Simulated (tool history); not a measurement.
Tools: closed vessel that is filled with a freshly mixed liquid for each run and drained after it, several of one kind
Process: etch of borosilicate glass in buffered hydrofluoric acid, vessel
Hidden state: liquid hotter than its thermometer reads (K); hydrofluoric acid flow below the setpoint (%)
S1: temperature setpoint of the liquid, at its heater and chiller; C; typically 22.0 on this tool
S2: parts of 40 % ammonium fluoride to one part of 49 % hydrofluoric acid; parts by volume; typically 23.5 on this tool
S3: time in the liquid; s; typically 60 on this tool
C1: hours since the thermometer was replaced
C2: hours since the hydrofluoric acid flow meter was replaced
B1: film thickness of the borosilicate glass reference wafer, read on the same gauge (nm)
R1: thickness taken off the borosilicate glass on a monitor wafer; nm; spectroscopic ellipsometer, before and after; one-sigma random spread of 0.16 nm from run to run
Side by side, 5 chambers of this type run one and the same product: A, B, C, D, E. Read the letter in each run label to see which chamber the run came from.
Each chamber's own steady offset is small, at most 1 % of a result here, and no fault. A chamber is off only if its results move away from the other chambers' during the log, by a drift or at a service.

| run | day | S1 | S2 | S3 | C1 | C2 | B1 | R1 |
|---|---|---|---|---|---|---|---|---|
| 1A | 0.200 | 22.0 | 23.5 | 60 | 380.9 | 1903.6 | 40.000 | 30.124 |
| 2D | 0.379 | 22.0 | 23.5 | 60 | 282.1 | 715.8 | 39.987 | 30.581 |
| 3C | 0.529 | 22.0 | 23.5 | 60 | 1444.0 | 828.1 | 39.990 | 29.713 |
| 4B | 0.762 | 22.0 | 23.5 | 60 | 375.4 | 1473.4 | 39.961 | 30.357 |
| 5E | 0.929 | 22.0 | 23.5 | 60 | 111.1 | 1520.3 | 40.010 | 30.488 |
| 6D | 1.175 | 22.0 | 23.5 | 60 | 301.2 | 734.9 | 39.984 | 30.324 |
|  | 1.271 | chamber C: thermometer replaced |
| 7C | 1.333 | 22.0 | 23.5 | 60 | 1.5 | 847.4 | 40.006 | 30.145 |
| 8A | 1.546 | 22.0 | 23.5 | 60 | 413.2 | 1935.9 | 40.006 | 30.310 |
| 9B | 1.704 | 22.0 | 23.5 | 60 | 398.0 | 1496.0 | 39.979 | 30.536 |
| 10E | 1.908 | 22.0 | 23.5 | 60 | 134.6 | 1543.8 | 40.002 | 30.690 |
| 11A | 2.133 | 22.0 | 23.5 | 60 | 427.3 | 1950.0 | 40.010 | 30.542 |
| 12C | 2.375 | 22.0 | 23.5 | 60 | 26.5 | 872.4 | 39.987 | 29.853 |
| 13E | 2.621 | 22.0 | 23.5 | 60 | 151.7 | 1560.9 | 39.979 | 30.508 |
| 14B | 2.808 | 22.0 | 23.5 | 60 | 424.5 | 1522.5 | 40.024 | 30.840 |
| 15D | 2.925 | 22.0 | 23.5 | 60 | 343.2 | 776.9 | 39.983 | 30.897 |
| 16B | 3.075 | 22.0 | 23.5 | 60 | 430.9 | 1528.9 | 40.000 | 30.895 |
| 17C | 3.312 | 22.0 | 23.5 | 60 | 49.0 | 894.9 | 40.003 | 29.856 |
| 18A | 3.471 | 22.0 | 23.5 | 60 | 459.4 | 1982.1 | 40.012 | 30.223 |
| 19E | 3.650 | 22.0 | 23.5 | 60 | 176.4 | 1585.6 | 39.973 | 30.503 |
| 20D | 3.838 | 22.0 | 23.5 | 60 | 365.1 | 798.8 | 39.996 | 30.666 |
| 21A | 4.021 | 22.0 | 23.5 | 60 | 472.6 | 1995.3 | 40.025 | 30.167 |
| 22E | 4.146 | 22.0 | 23.5 | 60 | 188.3 | 1597.5 | 39.991 | 30.256 |
| 23C | 4.271 | 22.0 | 23.5 | 60 | 72.0 | 917.9 | 39.984 | 30.041 |
| 24B | 4.433 | 22.0 | 23.5 | 60 | 463.5 | 1561.5 | 39.995 | 31.237 |
| 25D | 4.658 | 22.0 | 23.5 | 60 | 384.8 | 818.5 | 39.996 | 30.347 |
| 26C | 4.896 | 22.0 | 28.0 | 35 | 87.0 | 932.9 | 40.011 | 15.523 |
| 27A | 5.046 | 22.0 | 28.0 | 35 | 497.2 | 2019.9 | 39.998 | 15.608 |
| 28D | 5.208 | 22.0 | 28.0 | 35 | 398.0 | 831.7 | 40.039 | 15.850 |
| 29E | 5.467 | 22.0 | 28.0 | 35 | 220.0 | 1629.2 | 39.995 | 15.795 |
| 30B | 5.667 | 22.0 | 28.0 | 35 | 493.1 | 1591.1 | 39.998 | 16.305 |
| 31A | 5.804 | 22.0 | 23.5 | 60 | 515.4 | 2038.1 | 39.993 | 30.396 |
| 32C | 6.008 | 22.0 | 23.5 | 60 | 113.7 | 959.6 | 40.000 | 30.106 |
| 33B | 6.233 | 22.0 | 23.5 | 60 | 506.7 | 1604.7 | 39.998 | 31.580 |
| 34D | 6.462 | 22.0 | 23.5 | 60 | 428.1 | 861.8 | 39.984 | 30.480 |
| 35E | 6.617 | 18.5 | 17.0 | 60 | 247.6 | 1656.8 | 39.989 | 32.636 |
| 36D | 6.829 | 18.5 | 17.0 | 60 | 436.9 | 870.6 | 40.006 | 32.981 |

What goes on in this fleet: one chamber off, a drifting gauge, or nothing beyond the chambers' own small offsets? Name the chamber and the cause, if any.

One chamber, B, drifts off from the rest bit by bit.
Cause: liquid hotter than its thermometer reads (K) = 0.729.
The log may not separate it from: hydrofluoric acid flow above the setpoint (%).

Chamber B could run next with any of the 4 candidate recipes listed below; each alters the usual settings, and their results appear as question marks. Which one brings its results back in line with what the other chambers deliver on the usual settings?
Counts as in line when no further than this from what the other chambers average on the usual settings: R1 0.570 nm
| 37B-1 | 7.017 | 22.0 | 22.0 | 60 |  |  |  | ? |
| 37B-2 | 7.017 | 21.5 | 24.0 | 60 |  |  |  | ? |
| 37B-3 | 7.017 | 22.0 | 23.0 | 60 |  |  |  | ? |
| 37B-4 | 7.017 | 22.0 | 24.0 | 60 |  |  |  | ? |

What the other chambers average on the usual settings: R1 30.322 nm
| run | R1 |
|---|---|
| 37B-1 | 33.024 |
| 37B-2 | 30.231 |
| 37B-3 | 32.017 |
| 37B-4 | 31.082 |
37B-2 is the one that brings the chamber's results back in line with the other chambers.
